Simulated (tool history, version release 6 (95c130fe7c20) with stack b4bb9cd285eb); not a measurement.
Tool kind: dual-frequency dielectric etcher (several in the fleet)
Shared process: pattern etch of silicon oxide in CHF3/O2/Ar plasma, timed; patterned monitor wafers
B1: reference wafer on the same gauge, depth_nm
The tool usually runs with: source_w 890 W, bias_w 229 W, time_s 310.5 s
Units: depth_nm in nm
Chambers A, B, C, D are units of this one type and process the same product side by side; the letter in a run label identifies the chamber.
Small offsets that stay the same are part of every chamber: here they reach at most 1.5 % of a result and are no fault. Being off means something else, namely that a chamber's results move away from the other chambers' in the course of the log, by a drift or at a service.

Run 1B, hour 7.8: usual settings; B1 868.91. Result: depth_nm 773.96 nm.
Run 2A, hour 16.6: usual settings; B1 867.22. Result: depth_nm 769.75 nm.
Run 3C, hour 23.6: usual settings; B1 867.5. Result: depth_nm 780.43 nm.
Run 4D, hour 34.1: usual settings; B1 867.22. Result: depth_nm 765.3 nm.
Run 5A, hour 48.4: usual settings; B1 867.63. Result: depth_nm 768.13 nm.
Run 6C, hour 64.4: usual settings; B1 868.83. Result: depth_nm 779.97 nm.
Run 7B, hour 78.9: usual settings; B1 868. Result: depth_nm 773.19 nm.
Run 8D, hour 88: usual settings; B1 868.83. Result: depth_nm 761.77 nm.
Run 9D, hour 102.8: usual settings; B1 868.41. Result: depth_nm 755.47 nm.
At hour 109.3: chamber C: wet clean of the chamber.
Run 10A, hour 111.7: usual settings but source_w 1040 W; B1 868. Result: depth_nm 816.6 nm.
Run 11B, hour 120.5: usual settings but source_w 1040 W; B1 868.04. Result: depth_nm 822.23 nm.
Run 12C, hour 133.5: usual settings but source_w 1040 W; B1 867.98. Result: depth_nm 817.58 nm.
Run 13D, hour 144.9: usual settings but source_w 1040 W; B1 870.03. Result: depth_nm 809.3 nm.
At hour 152.2: chamber A: source power generator calibrated.
Run 14B, hour 155.2: usual settings; B1 867.9. Result: depth_nm 779.19 nm.
Run 15A, hour 170.8: usual settings; B1 868.39. Result: depth_nm 765.08 nm.
Run 16C, hour 184.7: usual settings; B1 867.75. Result: depth_nm 773.07 nm.
Run 17D, hour 192.5: usual settings; B1 867.87. Result: depth_nm 767.97 nm.
Run 18C, hour 199.9: usual settings but bias_w 255 W; B1 868.99. Result: depth_nm 801.02 nm.
Run 19A, hour 211.9: usual settings but bias_w 255 W; B1 867.75. Result: depth_nm 792.99 nm.
Run 20B, hour 220.1: usual settings but bias_w 255 W; B1 867.03. Result: depth_nm 806.32 nm.
At hour 221: chamber D: wet clean of the chamber.
Run 21D, hour 229: usual settings but bias_w 255 W; B1 868.17. Result: depth_nm 792.41 nm.
Run 22B, hour 236.4: usual settings; B1 867.31. Result: depth_nm 770.28 nm.
Run 23C, hour 249.5: usual settings; B1 867.06. Result: depth_nm 776.12 nm.
Run 24A, hour 258.6: usual settings but bias_w 271 W; B1 868.29. Result: depth_nm 815.75 nm.
Run 25C, hour 265.8: usual settings but bias_w 271 W; B1 866.77. Result: depth_nm 826.73 nm.
Run 26D, hour 277.5: usual settings but bias_w 271 W; B1 868.41. Result: depth_nm 806.29 nm.
Run 27B, hour 289.7: usual settings but bias_w 271 W; B1 868.77. Result: depth_nm 818.99 nm.
Run 28A, hour 302.5: usual settings; B1 867.85. Result: depth_nm 767.35 nm.
Run 29B, hour 317.1: usual settings; B1 868.1. Result: depth_nm 777.67 nm.
Run 30A, hour 327.7: usual settings; B1 867.31. Result: depth_nm 767.35 nm.
At hour 336.4: chamber B: wet clean of the chamber.
Run 31C, hour 340.8: usual settings; B1 868.23. Result: depth_nm 773.86 nm.
Run 32D, hour 349.5: usual settings but time_s 224 s; B1 869.51. Result: depth_nm 548.64 nm.
Run 33D, hour 361.1: usual settings but time_s 224 s; B1 868. Result: depth_nm 553.29 nm.
Run 34C, hour 373.3: usual settings but time_s 224 s; B1 867.8. Result: depth_nm 560.75 nm.
Run 35A, hour 388.1: usual settings but time_s 224 s; B1 868.82. Result: depth_nm 559.05 nm.
Run 36B, hour 395.2: usual settings; B1 868.14. Result: depth_nm 770.78 nm.
Run 37D, hour 408.5: usual settings; B1 867.75. Result: depth_nm 753.03 nm.

Each of the 4 chambers runs these same settings next. Fill in every chamber's results:
Run 38A, hour 420: usual settings. Result: depth_nm ?.
Run 38B, hour 420: usual settings. Result: depth_nm ?.
Run 38C, hour 420: usual settings. Result: depth_nm ?.
Run 38D, hour 420: usual settings. Result: depth_nm ?.

run  depth_nm
38A    766.34
38B    773.82
38C    779.37
38D    749.02
